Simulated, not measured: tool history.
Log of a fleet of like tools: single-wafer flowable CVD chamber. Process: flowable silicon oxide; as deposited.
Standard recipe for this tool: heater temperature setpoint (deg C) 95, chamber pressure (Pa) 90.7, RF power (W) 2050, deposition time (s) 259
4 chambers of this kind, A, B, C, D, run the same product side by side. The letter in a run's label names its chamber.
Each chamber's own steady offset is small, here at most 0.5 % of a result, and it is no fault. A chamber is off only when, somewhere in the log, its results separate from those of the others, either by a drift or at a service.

run,hour,heater temperature setpoint (deg C),chamber pressure (Pa),RF power (W),deposition time (s),"read-back reference wafer on the same gauge, thickness_nm",mean film thickness on the monitor wafer (nm)
1C,10.0,95,90.7,2050,259,140.04,149.53
2D,21.5,95,90.7,2050,259,139.93,149.04
3B,32.8,95,90.7,2050,259,139.93,150.04
4A,39.3,95,90.7,2050,259,139.90,149.77
5A,49.2,95,90.7,2050,259,139.82,149.63
6B,60.2,95,90.7,2050,259,139.78,149.44
7D,65.7,95,90.7,2050,259,139.77,148.95
8C,75.6,95,90.7,2050,259,139.70,149.00
9B,83.7,95,98.4,2050,259,139.72,167.31
10A,89.0,95,98.4,2050,259,139.70,166.99
11C,94.9,95,98.4,2050,259,139.64,166.33
12D,103.6,95,98.4,2050,259,139.65,165.94
13B,112.3,95,90.7,1810,259,139.64,145.42
14D,118.4,95,90.7,1810,259,139.64,145.47
15A,127.7,95,90.7,1810,259,139.57,145.85
16C,139.0,95,90.7,1810,259,139.52,145.02
17D,147.5,95,90.7,2050,259,139.50,149.21
18C,153.7,95,90.7,2050,259,139.51,149.03
19A,161.3,95,90.7,2050,259,139.49,149.38
20B,169.2,95,90.7,2050,259,139.43,149.32
21B,180.9,95,90.7,2050,259,139.36,149.41
22D,191.4,95,90.7,2050,259,139.38,149.05
23C,201.3,95,90.7,2050,259,139.34,149.35
24A,208.2,95,107.5,2050,300,139.35,215.73
25B,215.6,95,107.5,2050,300,139.31,216.51
26C,226.5,95,107.5,2050,300,139.27,215.46
27A,233.2,95,107.5,2050,300,139.24,216.01

The same settings go to every chamber for the next run, one line per chamber below. Forecast the results for each:
28A,241.8,101,90.7,2050,259,,?
28B,241.8,101,90.7,2050,259,,?
28C,241.8,101,90.7,2050,259,,?
28D,241.8,101,90.7,2050,259,,?

run,mean film thickness on the monitor wafer (nm)
28A,122.25
28B,122.16
28C,122.56
28D,122.70
